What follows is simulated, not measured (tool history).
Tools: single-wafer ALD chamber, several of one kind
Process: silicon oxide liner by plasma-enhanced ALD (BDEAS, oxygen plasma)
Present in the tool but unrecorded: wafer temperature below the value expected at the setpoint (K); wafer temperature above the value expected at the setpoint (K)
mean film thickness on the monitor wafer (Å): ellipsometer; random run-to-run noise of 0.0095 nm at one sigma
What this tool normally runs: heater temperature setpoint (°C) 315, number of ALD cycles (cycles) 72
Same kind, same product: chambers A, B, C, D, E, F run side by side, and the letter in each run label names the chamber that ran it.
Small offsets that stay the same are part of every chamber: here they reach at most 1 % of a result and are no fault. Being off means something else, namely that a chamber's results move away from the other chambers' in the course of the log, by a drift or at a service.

run	day	heater temperature setpoint (°C)	number of ALD cycles (cycles)	hours since the last thermocouple change	read-back reference wafer on the same gauge, thickness_nm	mean film thickness on the monitor wafer (Å)
1A	0.133	315	72	1245.0	6.8607	65.833
2D	0.267	315	72	80.4	6.8584	66.331
3B	0.404	315	72	1051.1	6.8562	65.296
4F	0.508	315	72	1770.6	6.8538	65.327
5E	0.629	315	72	174.2	6.8583	65.562
6C	0.796	315	72	2149.2	6.8509	65.756
7F	0.892	315	72	1779.8	6.8518	65.447
8B	1.004	315	72	1065.5	6.8515	65.264
9A	1.083	315	72	1267.8	6.8533	65.701
10C	1.229	320	72	2159.6	6.8476	65.361
11D	1.308	320	72	105.4	6.8499	65.500
12E	1.475	320	72	194.5	6.8473	65.200
13A	1.583	320	72	1279.8	6.8456	65.214
14D	1.717	320	72	115.2	6.8456	65.498
15E	1.892	320	72	204.5	6.8460	65.244
16C	2.038	315	72	2179.0	6.8421	65.877
17F	2.129	315	72	1809.5	6.8438	65.284
18B	2.246	315	72	1095.3	6.8412	65.081
19C	2.346	315	72	2186.4	6.8405	65.835
20F	2.508	315	72	1818.6	6.8365	64.939
21A	2.629	301	66	1304.9	6.8371	61.373
22D	2.767	301	66	140.4	6.8360	61.782
23B	2.846	301	66	1109.7	6.8355	60.932
24E	2.983	301	66	230.7	6.8354	61.258
25B	3.100	301	66	1115.8	6.8314	60.917
26D	3.250	301	66	152.0	6.8318	61.682
27E	3.417	315	72	241.1	6.8285	65.461
28C	3.550	315	72	2215.3	6.8273	65.809
29A	3.704	315	72	1330.7	6.8274	65.511
30F	3.854	315	72	1850.9	6.8253	64.884
31A	3.983	315	72	1337.4	6.8273	65.336
32B	4.062	315	72	1138.9	6.8221	65.054
33E	4.238	323	72	260.8	6.8237	64.561
34F	4.317	323	72	1862.0	6.8233	64.247
35D	4.442	323	72	180.6	6.8218	65.033
36C	4.562	323	72	2239.6	6.8215	64.826

Next, every chamber runs the same settings. What will each give?
37A	4.692	315	72			?
37B	4.692	315	72			?
37C	4.692	315	72			?
37D	4.692	315	72			?
37E	4.692	315	72			?
37F	4.692	315	72			?

run	mean film thickness on the monitor wafer (Å)
37A	65.359
37B	64.899
37C	65.526
37D	65.776
37E	65.510
37F	65.028
